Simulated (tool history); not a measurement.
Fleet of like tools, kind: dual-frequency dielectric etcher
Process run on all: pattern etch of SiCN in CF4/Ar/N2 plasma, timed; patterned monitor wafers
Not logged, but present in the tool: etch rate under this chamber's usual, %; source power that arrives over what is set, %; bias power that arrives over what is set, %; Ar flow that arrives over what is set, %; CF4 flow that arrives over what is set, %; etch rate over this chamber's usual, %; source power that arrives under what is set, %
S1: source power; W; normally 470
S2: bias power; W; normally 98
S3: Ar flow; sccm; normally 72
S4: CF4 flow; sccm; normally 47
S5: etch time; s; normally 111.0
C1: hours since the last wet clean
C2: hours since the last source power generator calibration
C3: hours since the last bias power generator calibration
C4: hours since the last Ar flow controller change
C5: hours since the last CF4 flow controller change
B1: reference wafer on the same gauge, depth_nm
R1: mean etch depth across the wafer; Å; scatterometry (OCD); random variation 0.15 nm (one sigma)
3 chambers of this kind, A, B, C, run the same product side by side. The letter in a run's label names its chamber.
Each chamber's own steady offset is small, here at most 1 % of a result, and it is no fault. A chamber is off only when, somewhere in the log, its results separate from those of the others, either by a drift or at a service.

| run | hour | S1 | S2 | S3 | S4 | S5 | C1 | C2 | C3 | C4 | C5 | B1 | R1 |
|---|---|---|---|---|---|---|---|---|---|---|---|---|---|
| 1A | 12.5 | 470 | 98 | 72 | 47 | 111.0 | 132.3 | 2108.8 | 876.4 | 307.9 | 5264.1 | 111.92 | 1088.30 |
| 2B | 23.4 | 470 | 98 | 72 | 47 | 111.0 | 404.8 | 165.6 | 846.8 | 3601.9 | 1537.3 | 111.94 | 1094.20 |
| 3C | 32.8 | 470 | 98 | 72 | 47 | 111.0 | 136.2 | 1337.2 | 3343.3 | 1303.3 | 108.5 | 111.94 | 1092.00 |
| 4A | 42.3 | 470 | 98 | 72 | 47 | 111.0 | 162.1 | 2138.6 | 906.2 | 337.7 | 5293.9 | 111.95 | 1090.60 |
| 5C | 53.1 | 520 | 98 | 72 | 47 | 111.0 | 156.5 | 1357.5 | 3363.6 | 1323.6 | 128.8 | 111.85 | 1193.90 |
| 6B | 65.9 | 520 | 98 | 72 | 47 | 111.0 | 447.3 | 208.1 | 889.3 | 3644.4 | 1579.8 | 111.89 | 1194.50 |
|  | 72.2 | chamber B: Ar flow controller replaced |
| 7C | 72.7 | 520 | 98 | 72 | 47 | 111.0 | 176.1 | 1377.1 | 3383.2 | 1343.2 | 148.4 | 111.89 | 1190.60 |
|  | 74.7 | chamber B: wet clean of the chamber |
| 8B | 82.0 | 470 | 98 | 72 | 47 | 111.0 | 7.3 | 224.2 | 905.4 | 9.9 | 1595.9 | 111.84 | 1092.60 |
| 9A | 94.3 | 470 | 98 | 72 | 47 | 111.0 | 214.1 | 2190.6 | 958.2 | 389.7 | 5345.9 | 111.86 | 1091.60 |
| 10C | 104.6 | 470 | 98 | 72 | 47 | 111.0 | 208.0 | 1409.0 | 3415.1 | 1375.1 | 180.3 | 111.81 | 1090.50 |
| 11A | 117.5 | 470 | 98 | 72 | 47 | 111.0 | 237.3 | 2213.8 | 981.4 | 412.9 | 5369.1 | 111.80 | 1089.10 |
| 12B | 128.2 | 470 | 98 | 72 | 47 | 111.0 | 53.5 | 270.4 | 951.6 | 56.1 | 1642.1 | 111.81 | 1091.30 |
| 13B | 141.3 | 470 | 98 | 72 | 47 | 111.0 | 66.6 | 283.5 | 964.7 | 69.2 | 1655.2 | 111.77 | 1090.80 |
| 14A | 148.9 | 370 | 98 | 72 | 47 | 95.5 | 268.7 | 2245.2 | 1012.8 | 444.3 | 5400.5 | 111.79 | 762.87 |
| 15C | 158.2 | 370 | 98 | 72 | 47 | 95.5 | 261.6 | 1462.6 | 3468.7 | 1428.7 | 233.9 | 111.74 | 761.24 |
| 16C | 166.8 | 370 | 98 | 72 | 47 | 95.5 | 270.2 | 1471.2 | 3477.3 | 1437.3 | 242.5 | 111.71 | 758.57 |
| 17B | 176.9 | 470 | 98 | 72 | 47 | 111.0 | 102.2 | 319.1 | 1000.3 | 104.8 | 1690.8 | 111.73 | 1095.50 |
| 18A | 184.5 | 470 | 98 | 80 | 47 | 111.0 | 304.3 | 2280.8 | 1048.4 | 479.9 | 5436.1 | 111.73 | 1071.70 |
| 19A | 193.7 | 470 | 98 | 80 | 47 | 111.0 | 313.5 | 2290.0 | 1057.6 | 489.1 | 5445.3 | 111.69 | 1070.50 |
| 20B | 204.0 | 470 | 98 | 80 | 47 | 111.0 | 129.3 | 346.2 | 1027.4 | 131.9 | 1717.9 | 111.69 | 1074.70 |
| 21C | 212.0 | 470 | 98 | 72 | 47 | 111.0 | 315.4 | 1516.4 | 3522.5 | 1482.5 | 287.7 | 111.64 | 1085.40 |
| 22C | 218.8 | 470 | 98 | 72 | 47 | 111.0 | 322.2 | 1523.2 | 3529.3 | 1489.3 | 294.5 | 111.64 | 1090.50 |
| 23B | 232.2 | 470 | 98 | 72 | 47 | 111.0 | 157.5 | 374.4 | 1055.6 | 160.1 | 1746.1 | 111.59 | 1089.40 |
| 24A | 245.7 | 470 | 98 | 72 | 47 | 111.0 | 365.5 | 2342.0 | 1109.6 | 541.1 | 5497.3 | 111.55 | 1084.50 |
| 25C | 258.5 | 470 | 98 | 72 | 47 | 111.0 | 361.9 | 1562.9 | 3569.0 | 1529.0 | 334.2 | 111.59 | 1090.00 |
| 26A | 267.8 | 470 | 98 | 72 | 47 | 111.0 | 387.6 | 2364.1 | 1131.7 | 563.2 | 5519.4 | 111.53 | 1083.20 |
| 27B | 275.8 | 470 | 98 | 72 | 47 | 111.0 | 201.1 | 418.0 | 1099.2 | 203.7 | 1789.7 | 111.58 | 1089.50 |
|  | 288.0 | chamber A: wet clean of the chamber |
| 28C | 289.1 | 470 | 98 | 72 | 47 | 111.0 | 392.5 | 1593.5 | 3599.6 | 1559.6 | 364.8 | 111.51 | 1088.00 |
| 29B | 297.7 | 470 | 98 | 72 | 47 | 111.0 | 223.0 | 439.9 | 1121.1 | 225.6 | 1811.6 | 111.50 | 1089.60 |
| 30A | 305.5 | 470 | 98 | 72 | 47 | 111.0 | 17.5 | 2401.8 | 1169.4 | 600.9 | 5557.1 | 111.51 | 1086.00 |
| 31B | 313.8 | 470 | 98 | 72 | 47 | 111.0 | 239.1 | 456.0 | 1137.2 | 241.7 | 1827.7 | 111.44 | 1088.70 |
| 32A | 320.5 | 470 | 98 | 72 | 47 | 111.0 | 32.5 | 2416.8 | 1184.4 | 615.9 | 5572.1 | 111.47 | 1088.40 |
| 33C | 327.4 | 470 | 86 | 72 | 47 | 111.0 | 430.8 | 1631.8 | 3637.9 | 1597.9 | 403.1 | 111.45 | 1037.30 |
| 34A | 340.7 | 470 | 86 | 72 | 47 | 111.0 | 52.7 | 2437.0 | 1204.6 | 636.1 | 5592.3 | 111.44 | 1035.10 |
| 35C | 350.0 | 470 | 86 | 72 | 47 | 111.0 | 453.4 | 1654.4 | 3660.5 | 1620.5 | 425.7 | 111.42 | 1034.10 |
| 36B | 358.1 | 470 | 98 | 72 | 47 | 111.0 | 283.4 | 500.3 | 1181.5 | 286.0 | 1872.0 | 111.36 | 1089.80 |

For the next run the whole fleet of 3 chambers uses the same settings. Give each chamber's results:
| 37A | 368.2 | 430 | 98 | 72 | 47 | 111.0 |  |  |  |  |  |  | ? |
| 37B | 368.2 | 430 | 98 | 72 | 47 | 111.0 |  |  |  |  |  |  | ? |
| 37C | 368.2 | 430 | 98 | 72 | 47 | 111.0 |  |  |  |  |  |  | ? |

| run | R1 |
|---|---|
| 37A | 1007.60 |
| 37B | 1007.90 |
| 37C | 1002.40 |

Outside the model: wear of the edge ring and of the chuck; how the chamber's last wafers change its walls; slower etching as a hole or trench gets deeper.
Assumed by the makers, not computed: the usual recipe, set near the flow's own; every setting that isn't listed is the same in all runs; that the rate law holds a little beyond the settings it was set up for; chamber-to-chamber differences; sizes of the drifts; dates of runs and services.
